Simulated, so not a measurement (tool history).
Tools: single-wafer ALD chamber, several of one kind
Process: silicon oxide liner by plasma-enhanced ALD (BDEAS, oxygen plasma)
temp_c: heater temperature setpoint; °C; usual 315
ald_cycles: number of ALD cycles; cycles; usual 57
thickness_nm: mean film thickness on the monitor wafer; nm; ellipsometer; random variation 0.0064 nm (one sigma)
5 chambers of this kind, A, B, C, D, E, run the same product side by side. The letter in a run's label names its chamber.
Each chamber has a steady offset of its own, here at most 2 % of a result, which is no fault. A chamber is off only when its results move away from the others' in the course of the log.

run,hour,temp_c,ald_cycles,hours since the last thermocouple change,"read-back reference wafer on the same gauge, thickness_nm",thickness_nm
1A,7.2,315,57,2126.0,5.1280,5.1924
2E,17.5,315,57,268.6,5.1295,5.2063
3B,22.6,315,57,821.6,5.1272,5.2718
4C,31.0,315,57,608.0,5.1267,5.2062
5D,38.4,315,57,492.4,5.1267,5.1401
6E,44.7,315,57,295.8,5.1254,5.1975
7D,54.9,315,57,508.9,5.1237,5.1474
8B,59.8,315,57,858.8,5.1233,5.2788
9C,65.2,315,57,642.2,5.1224,5.1878
10A,73.9,315,57,2192.7,5.1213,5.1738
11A,84.6,315,57,2203.4,5.1215,5.1718
12E,89.6,315,68,340.7,5.1203,6.2011
13D,97.7,315,68,551.7,5.1192,6.1248
14B,106.8,315,68,905.8,5.1180,6.2845
15C,112.1,315,68,689.1,5.1198,6.1836
16C,121.7,315,68,698.7,5.1178,6.1936
17D,131.9,301,57,585.9,5.1148,5.2351
18B,140.8,301,57,939.8,5.1158,5.3690
19A,147.1,301,57,2265.9,5.1155,5.2632
20E,153.0,301,57,404.1,5.1144,5.2905
21E,158.8,301,57,409.9,5.1116,5.2921
22A,165.1,315,57,2283.9,5.1150,5.1643
23C,174.2,326,68,751.2,5.1128,6.0869
24D,182.0,326,68,636.0,5.1120,6.0122
25B,187.1,326,68,986.1,5.1104,6.1684
26A,191.9,326,68,2310.7,5.1094,6.0567
27D,196.8,326,68,650.8,5.1086,6.0297
28C,203.0,315,57,780.0,5.1088,5.1889
29E,211.4,315,57,462.5,5.1098,5.1738
30B,218.9,315,57,1017.9,5.1061,5.2622
31C,225.2,315,57,802.2,5.1070,5.1766
32E,234.5,315,57,485.6,5.1063,5.1762
33A,245.1,315,57,2363.9,5.1056,5.1521

What goes on in this fleet: one chamber off, a drifting gauge, or nothing beyond the chambers' own small offsets? Name the chamber and the cause, if any.

The gauge drifts, so all chambers seem to drift together. No chamber is off.
Cause: gauge reads low (%) = 0.507.
